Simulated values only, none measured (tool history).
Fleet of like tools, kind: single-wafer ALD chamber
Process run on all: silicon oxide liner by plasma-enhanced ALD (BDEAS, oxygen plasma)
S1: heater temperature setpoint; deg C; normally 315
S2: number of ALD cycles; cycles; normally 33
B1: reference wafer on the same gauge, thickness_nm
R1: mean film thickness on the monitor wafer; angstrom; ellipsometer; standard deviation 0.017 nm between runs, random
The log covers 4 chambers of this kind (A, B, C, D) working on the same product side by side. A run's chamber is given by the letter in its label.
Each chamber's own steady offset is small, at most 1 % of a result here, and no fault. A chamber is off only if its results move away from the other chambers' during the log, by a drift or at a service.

| run | day | S1 | S2 | B1 | R1 |
|---|---|---|---|---|---|
| 1A | 0.342 | 315 | 33 | 2.5807 | 29.99 |
| 2D | 0.633 | 315 | 33 | 2.5791 | 30.259 |
| 3C | 0.838 | 315 | 33 | 2.5793 | 29.9 |
| 4B | 1.046 | 315 | 33 | 2.5786 | 30.369 |
| 5C | 1.388 | 315 | 33 | 2.5789 | 29.814 |
| 6A | 1.546 | 315 | 33 | 2.5806 | 29.998 |
| 7D | 1.725 | 315 | 33 | 2.5796 | 30.224 |
| 8B | 2.008 | 315 | 33 | 2.58 | 30.098 |
| 9A | 2.229 | 315 | 33 | 2.5787 | 29.933 |
| 10C | 2.512 | 315 | 33 | 2.5863 | 29.878 |
| 11D | 2.771 | 315 | 33 | 2.5814 | 30.205 |
| 12B | 3.021 | 315 | 33 | 2.5822 | 29.954 |
|  | 3.171 | chamber D: thermocouple changed; heater temperature recalibrated |
| 13D | 3.254 | 315 | 33 | 2.5783 | 30.217 |
| 14C | 3.475 | 315 | 33 | 2.5787 | 30.008 |
| 15B | 3.638 | 302 | 33 | 2.5822 | 30.766 |
| 16A | 3.846 | 302 | 33 | 2.5834 | 30.358 |
| 17D | 4.079 | 302 | 33 | 2.5776 | 31.014 |
| 18A | 4.346 | 302 | 33 | 2.5776 | 30.579 |
| 19C | 4.646 | 315 | 33 | 2.579 | 29.869 |
| 20B | 4.854 | 315 | 33 | 2.5766 | 30.182 |
| 21B | 5.046 | 315 | 33 | 2.5795 | 30.261 |
| 22A | 5.229 | 315 | 33 | 2.5782 | 29.875 |
| 23D | 5.529 | 315 | 33 | 2.5824 | 30.276 |
| 24C | 5.721 | 315 | 33 | 2.5789 | 30.031 |
| 25D | 5.95 | 315 | 33 | 2.5779 | 30.169 |
| 26C | 6.225 | 315 | 33 | 2.5771 | 29.509 |
| 27A | 6.446 | 315 | 33 | 2.5813 | 30.142 |
| 28B | 6.779 | 315 | 37 | 2.5755 | 33.579 |
| 29D | 7.042 | 315 | 37 | 2.5763 | 33.946 |
| 30C | 7.358 | 315 | 37 | 2.581 | 32.975 |
| 31A | 7.671 | 315 | 37 | 2.5819 | 33.58 |
| 32B | 7.979 | 315 | 33 | 2.5826 | 30.435 |
| 33D | 8.246 | 315 | 33 | 2.5786 | 30.317 |
| 34A | 8.425 | 315 | 33 | 2.5831 | 30.074 |
| 35B | 8.6 | 315 | 33 | 2.5844 | 30.468 |
| 36C | 8.812 | 315 | 33 | 2.5797 | 29.897 |
| 37C | 8.983 | 308 | 33 | 2.5777 | 30.248 |
| 38D | 9.317 | 308 | 33 | 2.5779 | 30.483 |
| 39A | 9.571 | 308 | 33 | 2.5806 | 30.083 |
| 40B | 9.821 | 308 | 33 | 2.58 | 30.325 |
| 41B | 10.033 | 315 | 33 | 2.5792 | 30.386 |
| 42A | 10.196 | 315 | 33 | 2.5783 | 30.288 |
| 43C | 10.488 | 315 | 33 | 2.5787 | 29.742 |
| 44D | 10.667 | 315 | 33 | 2.5814 | 29.919 |

Next, all 4 chambers run the settings below, one line each with question marks for the results. What does each chamber give?
| 45A | 10.929 | 315 | 33 |  | ? |
| 45B | 10.929 | 315 | 33 |  | ? |
| 45C | 10.929 | 315 | 33 |  | ? |
| 45D | 10.929 | 315 | 33 |  | ? |

| run | R1 |
|---|---|
| 45A | 29.904 |
| 45B | 30.138 |
| 45C | 29.716 |
| 45D | 30.357 |
